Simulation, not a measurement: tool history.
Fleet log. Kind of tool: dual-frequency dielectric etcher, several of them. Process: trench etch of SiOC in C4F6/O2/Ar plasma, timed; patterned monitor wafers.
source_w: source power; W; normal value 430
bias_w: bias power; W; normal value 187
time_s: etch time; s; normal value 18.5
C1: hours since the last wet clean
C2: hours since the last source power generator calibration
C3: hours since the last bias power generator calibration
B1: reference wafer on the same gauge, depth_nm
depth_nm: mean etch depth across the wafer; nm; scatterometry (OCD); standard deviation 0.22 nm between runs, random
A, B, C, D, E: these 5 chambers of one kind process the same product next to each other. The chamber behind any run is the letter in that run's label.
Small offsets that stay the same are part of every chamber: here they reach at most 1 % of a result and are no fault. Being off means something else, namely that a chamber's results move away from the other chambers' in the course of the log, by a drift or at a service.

Run 1C, hour 10.2: usual settings; C1 208.2; C2 367.3; C3 3103.6; B1 44.734. Result: depth_nm 39.826 nm.
Run 2D, hour 20.9: usual settings; C1 234.9; C2 2372.6; C3 752.2; B1 44.656. Result: depth_nm 39.501 nm.
Run 3A, hour 28.2: usual settings; C1 244.7; C2 1483.6; C3 1144.2; B1 44.688. Result: depth_nm 40.114 nm.
Run 4E, hour 38.9: usual settings; C1 151.7; C2 1012.4; C3 263.2; B1 44.66. Result: depth_nm 39.753 nm.
Run 5B, hour 46.9: usual settings but source_w 370 W; C1 295.2; C2 580; C3 123; B1 44.724. Result: depth_nm 37.798 nm.
Run 6E, hour 53.9: usual settings but source_w 370 W; C1 166.7; C2 1027.4; C3 278.2; B1 44.718. Result: depth_nm 37.433 nm.
Run 7C, hour 63.7: usual settings but source_w 370 W; C1 261.7; C2 420.8; C3 3157.1; B1 44.689. Result: depth_nm 37.557 nm.
Run 8D, hour 72.1: usual settings but source_w 370 W; C1 286.1; C2 2423.8; C3 803.4; B1 44.702. Result: depth_nm 38.044 nm.
Run 9A, hour 84.4: usual settings but source_w 370 W; C1 300.9; C2 1539.8; C3 1200.4; B1 44.681. Result: depth_nm 37.535 nm.
Run 10B, hour 97.6: usual settings but source_w 500 W, bias_w 224 W; C1 345.9; C2 630.7; C3 173.7; B1 44.713. Result: depth_nm 45.377 nm.
Run 11E, hour 108.3: usual settings but source_w 500 W, bias_w 224 W; C1 221.1; C2 1081.8; C3 332.6; B1 44.721. Result: depth_nm 44.514 nm.
Run 12B, hour 122.1: usual settings but source_w 500 W, bias_w 224 W; C1 370.4; C2 655.2; C3 198.2; B1 44.714. Result: depth_nm 44.748 nm.
Run 13D, hour 135.9: usual settings but source_w 500 W, bias_w 224 W; C1 349.9; C2 2487.6; C3 867.2; B1 44.679. Result: depth_nm 45.055 nm.
Run 14C, hour 146.6: usual settings but source_w 500 W, bias_w 224 W; C1 344.6; C2 503.7; C3 3240; B1 44.709. Result: depth_nm 44.788 nm.
Run 15A, hour 155.1: usual settings; C1 371.6; C2 1610.5; C3 1271.1; B1 44.696. Result: depth_nm 40.347 nm.
Run 16D, hour 162.9: usual settings; C1 376.9; C2 2514.6; C3 894.2; B1 44.678. Result: depth_nm 39.871 nm.
Run 17B, hour 174.6: usual settings; C1 422.9; C2 707.7; C3 250.7; B1 44.739. Result: depth_nm 40.381 nm.
At hour 174.7: chamber B: wet clean of the chamber.
At hour 180.1: chamber C: wet clean of the chamber.
Run 18A, hour 184.9: usual settings; C1 401.4; C2 1640.3; C3 1300.9; B1 44.749. Result: depth_nm 39.921 nm.
Run 19C, hour 193.4: usual settings; C1 13.3; C2 550.5; C3 3286.8; B1 44.674. Result: depth_nm 39.827 nm.
Run 20E, hour 201.6: usual settings; C1 314.4; C2 1175.1; C3 425.9; B1 44.689. Result: depth_nm 39.697 nm.
Run 21D, hour 210.6: usual settings; C1 424.6; C2 2562.3; C3 941.9; B1 44.727. Result: depth_nm 39.733 nm.
Run 22A, hour 220.2: usual settings; C1 436.7; C2 1675.6; C3 1336.2; B1 44.745. Result: depth_nm 39.717 nm.
At hour 222: chamber D: wet clean of the chamber.
Run 23E, hour 234.4: usual settings; C1 347.2; C2 1207.9; C3 458.7; B1 44.696. Result: depth_nm 39.774 nm.
Run 24C, hour 242.7: usual settings; C1 62.6; C2 599.8; C3 3336.1; B1 44.744. Result: depth_nm 39.581 nm.
Run 25B, hour 250.4: usual settings; C1 75.8; C2 783.5; C3 326.5; B1 44.738. Result: depth_nm 39.749 nm.
Run 26B, hour 263.8: usual settings; C1 89.2; C2 796.9; C3 339.9; B1 44.728. Result: depth_nm 39.858 nm.
Run 27C, hour 274.5: usual settings; C1 94.4; C2 631.6; C3 3367.9; B1 44.662. Result: depth_nm 39.765 nm.
Run 28E, hour 285.8: usual settings; C1 398.6; C2 1259.3; C3 510.1; B1 44.633. Result: depth_nm 39.504 nm.
Run 29A, hour 298.4: usual settings; C1 514.9; C2 1753.8; C3 1414.4; B1 44.708. Result: depth_nm 39.82 nm.
Run 30D, hour 313.5: usual settings; C1 91.6; C2 2665.2; C3 1044.8; B1 44.684. Result: depth_nm 40.051 nm.
Run 31C, hour 326: usual settings but bias_w 158 W, time_s 20.5 s; C1 145.9; C2 683.1; C3 3419.4; B1 44.726. Result: depth_nm 41.821 nm.
Run 32E, hour 335.3: usual settings but bias_w 158 W, time_s 20.5 s; C1 448.1; C2 1308.8; C3 559.6; B1 44.715. Result: depth_nm 41.896 nm.
Run 33B, hour 346.9: usual settings but bias_w 158 W, time_s 20.5 s; C1 172.3; C2 880; C3 423; B1 44.668. Result: depth_nm 41.393 nm.

All 5 chambers run these settings next. Forecast each chamber's results:
Run 34A, hour 357.6: usual settings. Result: depth_nm ?.
Run 34B, hour 357.6: usual settings. Result: depth_nm ?.
Run 34C, hour 357.6: usual settings. Result: depth_nm ?.
Run 34D, hour 357.6: usual settings. Result: depth_nm ?.
Run 34E, hour 357.6: usual settings. Result: depth_nm ?.

run  depth_nm
34A     40.24
34B    40.209
34C    39.567
34D    39.985
34E    39.694

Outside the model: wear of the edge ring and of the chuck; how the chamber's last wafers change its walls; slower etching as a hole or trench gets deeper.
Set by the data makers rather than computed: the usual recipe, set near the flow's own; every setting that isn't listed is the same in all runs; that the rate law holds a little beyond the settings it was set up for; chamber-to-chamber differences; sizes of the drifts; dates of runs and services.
